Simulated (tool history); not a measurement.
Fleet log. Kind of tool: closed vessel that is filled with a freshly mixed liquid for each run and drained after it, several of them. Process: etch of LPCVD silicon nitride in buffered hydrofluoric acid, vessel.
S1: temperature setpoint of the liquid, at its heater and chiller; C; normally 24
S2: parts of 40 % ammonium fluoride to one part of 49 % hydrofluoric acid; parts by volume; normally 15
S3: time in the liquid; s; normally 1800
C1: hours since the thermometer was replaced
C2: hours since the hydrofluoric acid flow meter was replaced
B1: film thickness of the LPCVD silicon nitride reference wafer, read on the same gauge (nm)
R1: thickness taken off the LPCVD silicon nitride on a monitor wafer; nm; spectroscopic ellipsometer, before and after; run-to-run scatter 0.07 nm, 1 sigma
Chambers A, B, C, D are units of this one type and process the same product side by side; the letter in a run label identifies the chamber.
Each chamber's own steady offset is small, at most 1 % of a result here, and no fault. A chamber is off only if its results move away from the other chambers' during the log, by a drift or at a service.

run,hour,S1,S2,S3,C1,C2,B1,R1
1B,13.5,24,15,1800,583.9,338.0,80.015,16.063
2A,25.9,24,15,1800,1174.2,688.5,79.953,16.196
3D,39.1,24,15,1800,575.3,916.7,79.992,16.195
4C,53.6,24,15,1800,2536.3,199.6,80.011,16.207
5C,61.3,24,15,1800,2544.0,207.3,80.002,16.336
6D,69.8,24,15,1800,606.0,947.4,79.998,16.134
# hour 79.7: chamber B: thermometer replaced
7B,80.2,24,15,1800,0.6,404.7,79.992,16.041
8A,92.3,24,15,1800,1240.6,754.9,80.012,16.263
9C,100.7,21,15,2715,2583.4,246.7,79.980,20.629
10B,114.9,21,15,2715,35.3,439.4,80.002,20.601
11A,124.9,21,15,2715,1273.2,787.5,79.990,20.728
12D,140.8,21,15,2715,677.0,1018.4,80.005,20.764
13C,155.0,24,15,1800,2637.7,301.0,79.990,16.364
14B,163.8,24,15,1800,84.2,488.3,79.997,15.989
15D,179.9,24,15,1800,716.1,1057.5,79.995,16.525
16A,189.4,24,15,1800,1337.7,852.0,79.992,16.112
17A,196.5,24,15,1800,1344.8,859.1,80.018,16.275
18C,210.4,24,19,1800,2693.1,356.4,80.005,12.864
19D,217.7,24,19,1800,753.9,1095.3,79.985,12.969
# hour 219.9: chamber C: thermometer replaced
20B,227.0,24,19,1800,147.4,551.5,79.993,12.738
21A,238.6,24,19,1800,1386.9,901.2,80.012,12.883
22C,249.1,24,15,1800,29.2,395.1,80.011,16.330
23D,256.9,24,15,1800,793.1,1134.5,80.002,16.433
24B,267.3,24,15,1800,187.7,591.8,79.996,16.162

Predict what each chamber gives when all 4 of them run the settings below next.
25A,279.0,20,15,1800,,,,?
25B,279.0,20,15,1800,,,,?
25C,279.0,20,15,1800,,,,?
25D,279.0,20,15,1800,,,,?

run,R1
25A,13.010
25B,12.971
25C,13.170
25D,13.288

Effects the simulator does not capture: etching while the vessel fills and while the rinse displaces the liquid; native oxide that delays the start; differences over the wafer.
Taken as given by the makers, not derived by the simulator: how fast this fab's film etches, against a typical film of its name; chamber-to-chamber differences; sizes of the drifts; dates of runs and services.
